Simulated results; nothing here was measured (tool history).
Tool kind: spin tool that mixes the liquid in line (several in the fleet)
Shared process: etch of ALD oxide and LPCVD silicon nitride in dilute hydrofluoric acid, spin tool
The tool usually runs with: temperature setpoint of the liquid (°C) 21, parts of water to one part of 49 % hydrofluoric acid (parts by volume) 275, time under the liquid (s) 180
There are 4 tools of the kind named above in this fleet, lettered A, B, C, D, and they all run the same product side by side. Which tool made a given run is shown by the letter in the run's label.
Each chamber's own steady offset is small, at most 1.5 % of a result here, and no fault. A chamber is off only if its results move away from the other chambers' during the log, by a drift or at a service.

run,hour,temperature setpoint of the liquid (°C),parts of water to one part of 49 % hydrofluoric acid (parts by volume),time under the liquid (s),"read-back film thickness of the ALD oxide reference wafer, read on the same gauge (nm)","read-back film thickness of the LPCVD silicon nitride reference wafer, read on the same gauge (nm)",thickness taken off the ALD oxide on a monitor wafer (nm),thickness taken off the LPCVD silicon nitride on a monitor wafer (nm)
1A,4.7,21,275,180,89.996,110,9.7965,0.25299
2B,9.6,21,275,180,89.995,110.01,9.7075,0.24974
3D,16.5,21,275,180,89.999,110.01,9.7209,0.28988
4C,23.3,21,275,180,89.973,110,9.6128,0.24193
5D,32.3,21,375,285,89.979,110.01,10.375,0.31584
6C,41.9,21,375,285,89.996,110.02,10.239,0.30159
7A,49.5,21,375,285,89.986,109.96,10.382,0.26965
8B,59,21,375,285,90.027,110.03,10.406,0.3329
9C,67.9,21,275,180,90.003,110.01,9.6028,0.20479
10A,74.6,21,275,180,89.987,110,9.659,0.25237
11D,81.4,21,275,180,90.002,110.01,9.6199,0.27454
12B,88.9,21,410,180,90.047,109.99,5.7988,0.14562
13D,96.2,21,410,180,89.983,109.97,5.7899,0.15942
14B,102.6,21,410,180,89.999,110,5.8158,0.18202
15A,111.5,21,410,180,90.022,109.99,5.8779,0.18861
16C,118.9,21,275,180,89.999,109.97,9.7413,0.23871
17B,126.1,21,275,180,89.994,109.98,9.7841,0.24271
18D,133.5,21,275,180,90.033,110.01,9.6284,0.2196
19C,142.9,21,275,180,90.012,109.96,9.4851,0.30413
20A,149.7,21,275,180,89.985,110.03,9.8692,0.31713
21A,158.2,21,275,180,89.993,110.02,9.9542,0.26297
22B,163.1,21,275,180,90.005,109.97,9.6083,0.27101
23C,167.5,21,275,180,90.003,110,9.6671,0.26412
24D,174.9,21,275,180,90.034,110,9.6488,0.29793
25D,183.4,21,275,180,89.98,110,9.5945,0.24814
26B,191.6,21,275,180,90.03,110,9.7462,0.28885
27C,197.6,21,275,180,89.981,109.99,9.5535,0.23259
28A,206.8,21,275,180,90.034,110,10.045,0.2725
29D,211,21,165,260,90,109.98,25.727,0.67158
30B,215.7,21,165,260,89.943,110.03,25.966,0.58999
31C,222.8,21,165,260,89.995,110,25.912,0.61752
32A,227,21,165,260,90.04,109.98,26.921,0.65862
33B,235.9,21,275,180,89.974,109.97,9.6631,0.25329
34D,241.2,21,275,180,89.983,110.02,9.5955,0.22131
35A,248.5,21,275,180,89.978,109.97,10.087,0.30889
36C,252.9,21,275,180,90.003,109.97,9.6547,0.25947
37B,257.8,21,275,180,90.017,109.99,9.8035,0.23783
38A,266.9,21,275,180,89.983,110.02,10.103,0.37077
39C,273.4,21,275,180,90.038,110.01,9.6103,0.24212
40D,280.7,21,275,180,90.021,110,9.689,0.28522
41C,288.6,21,275,180,89.982,109.99,9.7689,0.22267

The same settings go to every chamber for the next run, one line per chamber below. Forecast the results for each:
42A,295.5,21,160,180,,,?,?
42B,295.5,21,160,180,,,?,?
42C,295.5,21,160,180,,,?,?
42D,295.5,21,160,180,,,?,?

run,thickness taken off the ALD oxide on a monitor wafer (nm),thickness taken off the LPCVD silicon nitride on a monitor wafer (nm)
42A,19.598,0.48984
42B,18.63,0.47138
42C,18.671,0.50157
42D,18.323,0.42905
